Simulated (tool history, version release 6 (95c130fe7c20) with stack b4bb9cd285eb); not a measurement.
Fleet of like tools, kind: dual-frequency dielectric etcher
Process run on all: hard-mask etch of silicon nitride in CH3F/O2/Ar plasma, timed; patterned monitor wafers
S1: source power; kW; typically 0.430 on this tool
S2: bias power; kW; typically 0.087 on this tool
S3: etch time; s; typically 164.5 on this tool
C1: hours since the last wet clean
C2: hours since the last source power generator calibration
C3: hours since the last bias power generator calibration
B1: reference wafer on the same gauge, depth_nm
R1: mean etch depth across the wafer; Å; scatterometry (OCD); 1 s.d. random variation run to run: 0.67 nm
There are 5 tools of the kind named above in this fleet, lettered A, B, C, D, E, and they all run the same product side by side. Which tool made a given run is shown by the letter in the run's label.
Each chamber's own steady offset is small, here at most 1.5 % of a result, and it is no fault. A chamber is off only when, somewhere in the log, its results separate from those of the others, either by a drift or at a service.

{"run": "1D", "hour": 6.2, "S1": 0.43, "S2": 0.087, "S3": 164.5, "C1": 33.5, "C2": 1214.9, "C3": 374.0, "B1": 145.11, "R1": 1258.7}
{"run": "2C", "hour": 12.8, "S1": 0.43, "S2": 0.087, "S3": 164.5, "C1": 72.6, "C2": 114.7, "C3": 415.6, "B1": 145.07, "R1": 1271.3}
{"run": "3A", "hour": 17.9, "S1": 0.43, "S2": 0.087, "S3": 164.5, "C1": 276.9, "C2": 1704.7, "C3": 80.8, "B1": 144.95, "R1": 1290.9}
{"run": "4E", "hour": 23.5, "S1": 0.43, "S2": 0.087, "S3": 164.5, "C1": 488.9, "C2": 424.7, "C3": 1093.9, "B1": 144.97, "R1": 1264.5}
{"run": "5B", "hour": 29.2, "S1": 0.43, "S2": 0.098, "S3": 164.5, "C1": 470.7, "C2": 2263.9, "C3": 2975.3, "B1": 145.01, "R1": 1334.2}
{"run": "6A", "hour": 34.4, "S1": 0.43, "S2": 0.098, "S3": 164.5, "C1": 293.4, "C2": 1721.2, "C3": 97.3, "B1": 145.01, "R1": 1334.8}
{"run": "7C", "hour": 40.1, "S1": 0.43, "S2": 0.098, "S3": 164.5, "C1": 99.9, "C2": 142.0, "C3": 442.9, "B1": 144.72, "R1": 1331.9}
{"run": "8E", "hour": 44.0, "S1": 0.43, "S2": 0.098, "S3": 164.5, "C1": 509.4, "C2": 445.2, "C3": 1114.4, "B1": 144.92, "R1": 1321.2}
{"run": "9B", "hour": 49.0, "S1": 0.43, "S2": 0.098, "S3": 164.5, "C1": 490.5, "C2": 2283.7, "C3": 2995.1, "B1": 144.98, "R1": 1319.8}
{"hour": 50.3, "done": "chamber B: wet clean of the chamber"}
{"run": "10D", "hour": 53.9, "S1": 0.43, "S2": 0.087, "S3": 164.5, "C1": 81.2, "C2": 1262.6, "C3": 421.7, "B1": 145.01, "R1": 1267.4}
{"run": "11B", "hour": 61.0, "S1": 0.43, "S2": 0.087, "S3": 164.5, "C1": 10.7, "C2": 2295.7, "C3": 3007.1, "B1": 144.96, "R1": 1266.0}
{"run": "12E", "hour": 68.7, "S1": 0.46, "S2": 0.078, "S3": 164.5, "C1": 534.1, "C2": 469.9, "C3": 1139.1, "B1": 144.87, "R1": 1246.3}
{"run": "13A", "hour": 75.0, "S1": 0.46, "S2": 0.078, "S3": 164.5, "C1": 334.0, "C2": 1761.8, "C3": 137.9, "B1": 145.05, "R1": 1269.4}
{"run": "14C", "hour": 82.9, "S1": 0.46, "S2": 0.078, "S3": 164.5, "C1": 142.7, "C2": 184.8, "C3": 485.7, "B1": 145.0, "R1": 1258.3}
{"run": "15D", "hour": 88.8, "S1": 0.46, "S2": 0.078, "S3": 164.5, "C1": 116.1, "C2": 1297.5, "C3": 456.6, "B1": 144.84, "R1": 1246.8}
{"run": "16C", "hour": 93.3, "S1": 0.46, "S2": 0.078, "S3": 164.5, "C1": 153.1, "C2": 195.2, "C3": 496.1, "B1": 144.98, "R1": 1252.0}
{"run": "17D", "hour": 100.2, "S1": 0.43, "S2": 0.087, "S3": 164.5, "C1": 127.5, "C2": 1308.9, "C3": 468.0, "B1": 145.08, "R1": 1260.9}
{"run": "18E", "hour": 108.4, "S1": 0.43, "S2": 0.087, "S3": 164.5, "C1": 573.8, "C2": 509.6, "C3": 1178.8, "B1": 144.93, "R1": 1259.2}
{"run": "19A", "hour": 113.3, "S1": 0.43, "S2": 0.087, "S3": 164.5, "C1": 372.3, "C2": 1800.1, "C3": 176.2, "B1": 145.03, "R1": 1279.3}
{"run": "20B", "hour": 119.3, "S1": 0.43, "S2": 0.087, "S3": 164.5, "C1": 69.0, "C2": 2354.0, "C3": 3065.4, "B1": 145.03, "R1": 1278.2}
{"hour": 121.8, "done": "chamber E: wet clean of the chamber"}
{"run": "21C", "hour": 127.5, "S1": 0.43, "S2": 0.087, "S3": 164.5, "C1": 187.3, "C2": 229.4, "C3": 530.3, "B1": 144.89, "R1": 1269.5}
{"run": "22A", "hour": 132.0, "S1": 0.49, "S2": 0.087, "S3": 164.5, "C1": 391.0, "C2": 1818.8, "C3": 194.9, "B1": 144.93, "R1": 1346.2}
{"run": "23B", "hour": 136.4, "S1": 0.49, "S2": 0.087, "S3": 164.5, "C1": 86.1, "C2": 2371.1, "C3": 3082.5, "B1": 145.05, "R1": 1339.2}
{"run": "24E", "hour": 140.0, "S1": 0.49, "S2": 0.087, "S3": 164.5, "C1": 18.2, "C2": 541.2, "C3": 1210.4, "B1": 145.09, "R1": 1324.0}
{"run": "25D", "hour": 146.0, "S1": 0.49, "S2": 0.087, "S3": 164.5, "C1": 173.3, "C2": 1354.7, "C3": 513.8, "B1": 144.93, "R1": 1334.0}
{"run": "26D", "hour": 154.2, "S1": 0.49, "S2": 0.087, "S3": 164.5, "C1": 181.5, "C2": 1362.9, "C3": 522.0, "B1": 145.09, "R1": 1322.7}
{"run": "27E", "hour": 161.3, "S1": 0.43, "S2": 0.077, "S3": 164.5, "C1": 39.5, "C2": 562.5, "C3": 1231.7, "B1": 145.22, "R1": 1213.1}
{"run": "28B", "hour": 166.0, "S1": 0.43, "S2": 0.077, "S3": 164.5, "C1": 115.7, "C2": 2400.7, "C3": 3112.1, "B1": 145.03, "R1": 1215.1}
{"run": "29C", "hour": 170.0, "S1": 0.43, "S2": 0.077, "S3": 164.5, "C1": 229.8, "C2": 271.9, "C3": 572.8, "B1": 144.83, "R1": 1216.8}
{"run": "30A", "hour": 176.5, "S1": 0.43, "S2": 0.077, "S3": 164.5, "C1": 435.5, "C2": 1863.3, "C3": 239.4, "B1": 144.79, "R1": 1227.3}
{"hour": 178.7, "done": "chamber A: wet clean of the chamber"}
{"run": "31D", "hour": 182.0, "S1": 0.43, "S2": 0.077, "S3": 164.5, "C1": 209.3, "C2": 1390.7, "C3": 549.8, "B1": 145.04, "R1": 1218.3}
{"run": "32B", "hour": 187.9, "S1": 0.43, "S2": 0.087, "S3": 164.5, "C1": 137.6, "C2": 2422.6, "C3": 3134.0, "B1": 144.92, "R1": 1277.5}
{"run": "33C", "hour": 196.1, "S1": 0.43, "S2": 0.087, "S3": 164.5, "C1": 255.9, "C2": 298.0, "C3": 598.9, "B1": 145.14, "R1": 1258.6}
{"run": "34E", "hour": 200.4, "S1": 0.43, "S2": 0.087, "S3": 116.5, "C1": 78.6, "C2": 601.6, "C3": 1270.8, "B1": 144.94, "R1": 894.37}
{"run": "35A", "hour": 206.9, "S1": 0.43, "S2": 0.087, "S3": 116.5, "C1": 28.3, "C2": 1893.7, "C3": 269.8, "B1": 145.06, "R1": 904.56}
{"run": "36B", "hour": 214.8, "S1": 0.43, "S2": 0.087, "S3": 116.5, "C1": 164.5, "C2": 2449.5, "C3": 3160.9, "B1": 144.93, "R1": 905.47}
{"run": "37A", "hour": 218.8, "S1": 0.43, "S2": 0.087, "S3": 116.5, "C1": 40.2, "C2": 1905.6, "C3": 281.7, "B1": 145.1, "R1": 905.01}
{"run": "38D", "hour": 223.2, "S1": 0.43, "S2": 0.087, "S3": 116.5, "C1": 250.5, "C2": 1431.9, "C3": 591.0, "B1": 145.15, "R1": 892.23}

Is one chamber off against the others, does the gauge drift, or is nothing wrong? If a chamber is off, say which, and what the likeliest cause is.

No chamber stands off beyond its own small offset, and the gauge holds steady.
